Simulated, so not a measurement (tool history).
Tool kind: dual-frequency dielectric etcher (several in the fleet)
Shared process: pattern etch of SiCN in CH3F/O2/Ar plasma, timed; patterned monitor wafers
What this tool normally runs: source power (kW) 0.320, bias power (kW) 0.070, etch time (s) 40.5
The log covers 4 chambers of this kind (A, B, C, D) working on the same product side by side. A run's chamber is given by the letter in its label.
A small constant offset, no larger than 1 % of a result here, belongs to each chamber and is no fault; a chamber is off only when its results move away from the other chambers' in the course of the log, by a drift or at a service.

| run | hour | source power (kW) | bias power (kW) | etch time (s) | hours since the last wet clean | hours since the last source power generator calibration | hours since the last bias power generator calibration | read-back reference wafer on the same gauge, depth_nm | mean etch depth across the wafer (nm) |
|---|---|---|---|---|---|---|---|---|---|
| 1D | 11.6 | 0.320 | 0.070 | 40.5 | 228.3 | 2730.3 | 737.4 | 16.104 | 13.903 |
| 2B | 22.5 | 0.320 | 0.070 | 40.5 | 389.2 | 2703.8 | 2656.8 | 16.100 | 13.767 |
| 3A | 36.6 | 0.320 | 0.070 | 40.5 | 407.9 | 2601.4 | 2787.5 | 16.092 | 13.884 |
| 4C | 45.2 | 0.320 | 0.070 | 40.5 | 305.0 | 3129.4 | 2602.0 | 16.099 | 13.918 |
| 5D | 57.9 | 0.290 | 0.070 | 40.5 | 274.6 | 2776.6 | 783.7 | 16.093 | 13.396 |
| 6A | 69.0 | 0.290 | 0.070 | 40.5 | 440.3 | 2633.8 | 2819.9 | 16.107 | 13.427 |
| 7B | 81.5 | 0.290 | 0.070 | 40.5 | 448.2 | 2762.8 | 2715.8 | 16.099 | 13.387 |
| 8C | 90.4 | 0.290 | 0.070 | 40.5 | 350.2 | 3174.6 | 2647.2 | 16.087 | 13.449 |
| 9D | 97.3 | 0.320 | 0.070 | 40.5 | 314.0 | 2816.0 | 823.1 | 16.096 | 13.834 |
| 10B | 106.7 | 0.320 | 0.070 | 40.5 | 473.4 | 2788.0 | 2741.0 | 16.077 | 13.932 |
| 11C | 115.7 | 0.280 | 0.057 | 40.5 | 375.5 | 3199.9 | 2672.5 | 16.102 | 12.252 |
| 12A | 124.2 | 0.280 | 0.057 | 40.5 | 495.5 | 2689.0 | 2875.1 | 16.106 | 12.328 |
|  | 124.4 | chamber C: wet clean of the chamber |
| 13C | 132.8 | 0.280 | 0.057 | 40.5 | 8.5 | 3217.0 | 2689.6 | 16.106 | 12.248 |
| 14A | 144.7 | 0.280 | 0.057 | 40.5 | 516.0 | 2709.5 | 2895.6 | 16.107 | 12.312 |
| 15D | 158.9 | 0.320 | 0.070 | 40.5 | 375.6 | 2877.6 | 884.7 | 16.109 | 13.888 |
| 16B | 171.7 | 0.320 | 0.070 | 40.5 | 538.4 | 2853.0 | 2806.0 | 16.089 | 13.903 |
| 17D | 184.0 | 0.320 | 0.070 | 40.5 | 400.7 | 2902.7 | 909.8 | 16.103 | 13.768 |
| 18C | 191.2 | 0.320 | 0.070 | 40.5 | 66.9 | 3275.4 | 2748.0 | 16.101 | 13.924 |
| 19A | 198.0 | 0.370 | 0.070 | 40.5 | 569.3 | 2762.8 | 2948.9 | 16.121 | 14.733 |
|  | 206.7 | chamber B: wet clean of the chamber |
| 20B | 207.9 | 0.370 | 0.070 | 40.5 | 1.2 | 2889.2 | 2842.2 | 16.098 | 14.665 |
| 21D | 215.1 | 0.370 | 0.070 | 40.5 | 431.8 | 2933.8 | 940.9 | 16.085 | 14.603 |
|  | 219.0 | chamber A: bias power generator calibrated |
| 22B | 223.3 | 0.370 | 0.070 | 40.5 | 16.6 | 2904.6 | 2857.6 | 16.118 | 14.580 |
| 23C | 232.7 | 0.320 | 0.070 | 40.5 | 108.4 | 3316.9 | 2789.5 | 16.089 | 13.839 |
| 24A | 239.7 | 0.320 | 0.070 | 40.5 | 611.0 | 2804.5 | 20.8 | 16.094 | 14.104 |
| 25D | 252.5 | 0.350 | 0.070 | 48.0 | 469.2 | 2971.2 | 978.3 | 16.094 | 17.157 |
| 26A | 264.8 | 0.350 | 0.070 | 48.0 | 636.1 | 2829.6 | 45.9 | 16.082 | 17.427 |
| 27C | 273.2 | 0.350 | 0.070 | 48.0 | 148.9 | 3357.4 | 2830.0 | 16.107 | 16.993 |
| 28B | 286.4 | 0.350 | 0.070 | 48.0 | 79.7 | 2967.7 | 2920.7 | 16.087 | 17.091 |
| 29A | 298.7 | 0.320 | 0.085 | 40.5 | 670.0 | 2863.5 | 79.8 | 16.096 | 15.228 |
| 30D | 308.5 | 0.320 | 0.085 | 40.5 | 525.2 | 3027.2 | 1034.3 | 16.103 | 14.931 |
|  | 310.7 | chamber D: wet clean of the chamber |
| 31C | 316.1 | 0.320 | 0.085 | 40.5 | 191.8 | 3400.3 | 2872.9 | 16.095 | 14.980 |
| 32B | 327.1 | 0.320 | 0.085 | 40.5 | 120.4 | 3008.4 | 2961.4 | 16.092 | 14.986 |
| 33C | 340.4 | 0.320 | 0.070 | 40.5 | 216.1 | 3424.6 | 2897.2 | 16.116 | 13.872 |
| 34A | 354.8 | 0.320 | 0.070 | 40.5 | 726.1 | 2919.6 | 135.9 | 16.104 | 14.261 |
| 35B | 364.1 | 0.320 | 0.080 | 36.0 | 157.4 | 3045.4 | 2998.4 | 16.098 | 13.018 |
| 36D | 376.2 | 0.320 | 0.080 | 36.0 | 65.5 | 3094.9 | 1102.0 | 16.098 | 13.015 |
| 37D | 383.8 | 0.320 | 0.080 | 36.0 | 73.1 | 3102.5 | 1109.6 | 16.089 | 12.935 |

All 4 chambers run these settings next. Forecast each chamber's results:
| 38A | 394.8 | 0.380 | 0.070 | 40.5 |  |  |  |  | ? |
| 38B | 394.8 | 0.380 | 0.070 | 40.5 |  |  |  |  | ? |
| 38C | 394.8 | 0.380 | 0.070 | 40.5 |  |  |  |  | ? |
| 38D | 394.8 | 0.380 | 0.070 | 40.5 |  |  |  |  | ? |

| run | mean etch depth across the wafer (nm) |
|---|---|
| 38A | 15.357 |
| 38B | 14.821 |
| 38C | 14.797 |
| 38D | 14.767 |
